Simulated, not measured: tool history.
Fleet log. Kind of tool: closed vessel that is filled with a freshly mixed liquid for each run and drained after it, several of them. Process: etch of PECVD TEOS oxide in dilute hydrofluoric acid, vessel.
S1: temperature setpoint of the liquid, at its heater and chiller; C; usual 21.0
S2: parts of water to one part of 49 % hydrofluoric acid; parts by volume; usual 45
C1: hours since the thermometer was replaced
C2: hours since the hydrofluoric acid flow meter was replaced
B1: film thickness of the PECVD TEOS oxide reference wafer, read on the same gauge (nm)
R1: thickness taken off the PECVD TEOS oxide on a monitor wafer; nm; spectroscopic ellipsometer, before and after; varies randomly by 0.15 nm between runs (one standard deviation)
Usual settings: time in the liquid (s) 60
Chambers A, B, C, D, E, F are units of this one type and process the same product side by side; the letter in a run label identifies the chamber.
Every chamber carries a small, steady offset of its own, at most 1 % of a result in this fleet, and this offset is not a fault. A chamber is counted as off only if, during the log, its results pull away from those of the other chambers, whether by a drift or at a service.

run 1B hour=10.3 | S1=21.0 S2=45 time_in_the_liquid_(s)=60 | C1=1314.2 C2=1105.8 | B1=79.982 | R1=19.580
run 2C hour=20.0 | S1=21.0 S2=45 time_in_the_liquid_(s)=60 | C1=734.2 C2=384.0 | B1=79.996 | R1=19.295
run 3E hour=30.7 | S1=21.0 S2=45 time_in_the_liquid_(s)=60 | C1=573.2 C2=1445.5 | B1=79.987 | R1=19.581
run 4D hour=38.8 | S1=21.0 S2=45 time_in_the_liquid_(s)=60 | C1=102.1 C2=1182.1 | B1=80.028 | R1=19.285
run 5A hour=48.1 | S1=21.0 S2=45 time_in_the_liquid_(s)=60 | C1=1051.2 C2=1077.6 | B1=80.015 | R1=19.211
run 6F hour=59.6 | S1=17.0 S2=45 time_in_the_liquid_(s)=60 | C1=520.5 C2=117.1 | B1=79.996 | R1=16.697
run 7C hour=68.6 | S1=17.0 S2=45 time_in_the_liquid_(s)=60 | C1=782.8 C2=432.6 | B1=79.996 | R1=16.340
run 8B hour=75.4 | S1=17.0 S2=45 time_in_the_liquid_(s)=60 | C1=1379.3 C2=1170.9 | B1=80.018 | R1=16.228
run 9E hour=83.9 | S1=17.0 S2=45 time_in_the_liquid_(s)=60 | C1=626.4 C2=1498.7 | B1=80.017 | R1=16.628
run 10F hour=94.4 | S1=17.0 S2=45 time_in_the_liquid_(s)=60 | C1=555.3 C2=151.9 | B1=80.009 | R1=16.631
run 11A hour=102.1 | S1=17.0 S2=45 time_in_the_liquid_(s)=60 | C1=1105.2 C2=1131.6 | B1=80.039 | R1=16.280
run 12D hour=107.6 | S1=24.5 S2=45 time_in_the_liquid_(s)=60 | C1=170.9 C2=1250.9 | B1=80.012 | R1=22.403
run 13F hour=113.8 | S1=24.5 S2=45 time_in_the_liquid_(s)=60 | C1=574.7 C2=171.3 | B1=80.017 | R1=22.822
run 14E hour=123.7 | S1=24.5 S2=45 time_in_the_liquid_(s)=60 | C1=666.2 C2=1538.5 | B1=80.011 | R1=22.693
run 15C hour=129.3 | S1=24.5 S2=45 time_in_the_liquid_(s)=60 | C1=843.5 C2=493.3 | B1=80.008 | R1=22.435
-- hour=131.4 chamber A: thermometer replaced
run 16D hour=135.2 | S1=24.5 S2=45 time_in_the_liquid_(s)=60 | C1=198.5 C2=1278.5 | B1=79.979 | R1=22.243
run 17A hour=143.1 | S1=24.5 S2=45 time_in_the_liquid_(s)=60 | C1=11.8 C2=1172.6 | B1=79.994 | R1=22.747
run 18B hour=151.3 | S1=21.0 S2=45 time_in_the_liquid_(s)=60 | C1=1455.2 C2=1246.8 | B1=79.996 | R1=18.889
run 19E hour=159.0 | S1=21.0 S2=45 time_in_the_liquid_(s)=60 | C1=701.5 C2=1573.8 | B1=80.010 | R1=19.746
run 20D hour=164.1 | S1=21.0 S2=45 time_in_the_liquid_(s)=60 | C1=227.4 C2=1307.4 | B1=79.977 | R1=19.282
run 21A hour=171.2 | S1=21.0 S2=45 time_in_the_liquid_(s)=60 | C1=39.9 C2=1200.7 | B1=80.004 | R1=19.545
run 22F hour=181.1 | S1=21.0 S2=45 time_in_the_liquid_(s)=60 | C1=642.0 C2=238.6 | B1=80.037 | R1=19.864
run 23C hour=188.8 | S1=21.0 S2=45 time_in_the_liquid_(s)=60 | C1=903.0 C2=552.8 | B1=80.016 | R1=19.615
run 24B hour=196.4 | S1=21.0 S2=45 time_in_the_liquid_(s)=60 | C1=1500.3 C2=1291.9 | B1=79.988 | R1=18.792
run 25F hour=202.1 | S1=21.0 S2=45 time_in_the_liquid_(s)=60 | C1=663.0 C2=259.6 | B1=80.017 | R1=19.708
run 26E hour=209.2 | S1=21.0 S2=60 time_in_the_liquid_(s)=60 | C1=751.7 C2=1624.0 | B1=80.044 | R1=14.313
run 27B hour=215.8 | S1=21.0 S2=60 time_in_the_liquid_(s)=60 | C1=1519.7 C2=1311.3 | B1=80.003 | R1=13.751
run 28D hour=224.2 | S1=21.0 S2=60 time_in_the_liquid_(s)=60 | C1=287.5 C2=1367.5 | B1=79.977 | R1=14.357
run 29A hour=234.8 | S1=21.0 S2=60 time_in_the_liquid_(s)=60 | C1=103.5 C2=1264.3 | B1=79.991 | R1=14.390
run 30C hour=245.9 | S1=21.0 S2=60 time_in_the_liquid_(s)=60 | C1=960.1 C2=609.9 | B1=79.993 | R1=14.191
run 31D hour=256.3 | S1=21.0 S2=60 time_in_the_liquid_(s)=60 | C1=319.6 C2=1399.6 | B1=79.989 | R1=14.177
run 32A hour=265.9 | S1=21.0 S2=45 time_in_the_liquid_(s)=60 | C1=134.6 C2=1295.4 | B1=79.998 | R1=19.258
run 33E hour=275.9 | S1=21.0 S2=45 time_in_the_liquid_(s)=60 | C1=818.4 C2=1690.7 | B1=79.993 | R1=19.583
run 34F hour=286.9 | S1=21.0 S2=45 time_in_the_liquid_(s)=60 | C1=747.8 C2=344.4 | B1=80.015 | R1=19.887
run 35C hour=295.2 | S1=21.0 S2=45 time_in_the_liquid_(s)=75 | C1=1009.4 C2=659.2 | B1=80.007 | R1=24.247
run 36B hour=305.2 | S1=21.0 S2=45 time_in_the_liquid_(s)=75 | C1=1609.1 C2=1400.7 | B1=79.992 | R1=22.711
-- hour=308.7 chamber C: hydrofluoric acid flow meter replaced
run 37A hour=313.1 | S1=21.0 S2=45 time_in_the_liquid_(s)=75 | C1=181.8 C2=1342.6 | B1=79.992 | R1=24.331
run 38E hour=321.9 | S1=21.0 S2=45 time_in_the_liquid_(s)=75 | C1=864.4 C2=1736.7 | B1=79.988 | R1=24.522
run 39F hour=328.6 | S1=21.0 S2=45 time_in_the_liquid_(s)=75 | C1=789.5 C2=386.1 | B1=79.997 | R1=24.655
run 40C hour=340.3 | S1=21.0 S2=45 time_in_the_liquid_(s)=75 | C1=1054.5 C2=31.6 | B1=79.959 | R1=24.527

Next, all 6 chambers run the settings below, one line each with question marks for the results. What does each chamber give?
run 41A hour=348.7 | S1=21.0 S2=45 time_in_the_liquid_(s)=60 | R1=?
run 41B hour=348.7 | S1=21.0 S2=45 time_in_the_liquid_(s)=60 | R1=?
run 41C hour=348.7 | S1=21.0 S2=45 time_in_the_liquid_(s)=60 | R1=?
run 41D hour=348.7 | S1=21.0 S2=45 time_in_the_liquid_(s)=60 | R1=?
run 41E hour=348.7 | S1=21.0 S2=45 time_in_the_liquid_(s)=60 | R1=?
run 41F hour=348.7 | S1=21.0 S2=45 time_in_the_liquid_(s)=60 | R1=?

run=41A R1=19.588
run=41B R1=18.047
run=41C R1=19.383
run=41D R1=19.354
run=41E R1=19.898
run=41F R1=19.487

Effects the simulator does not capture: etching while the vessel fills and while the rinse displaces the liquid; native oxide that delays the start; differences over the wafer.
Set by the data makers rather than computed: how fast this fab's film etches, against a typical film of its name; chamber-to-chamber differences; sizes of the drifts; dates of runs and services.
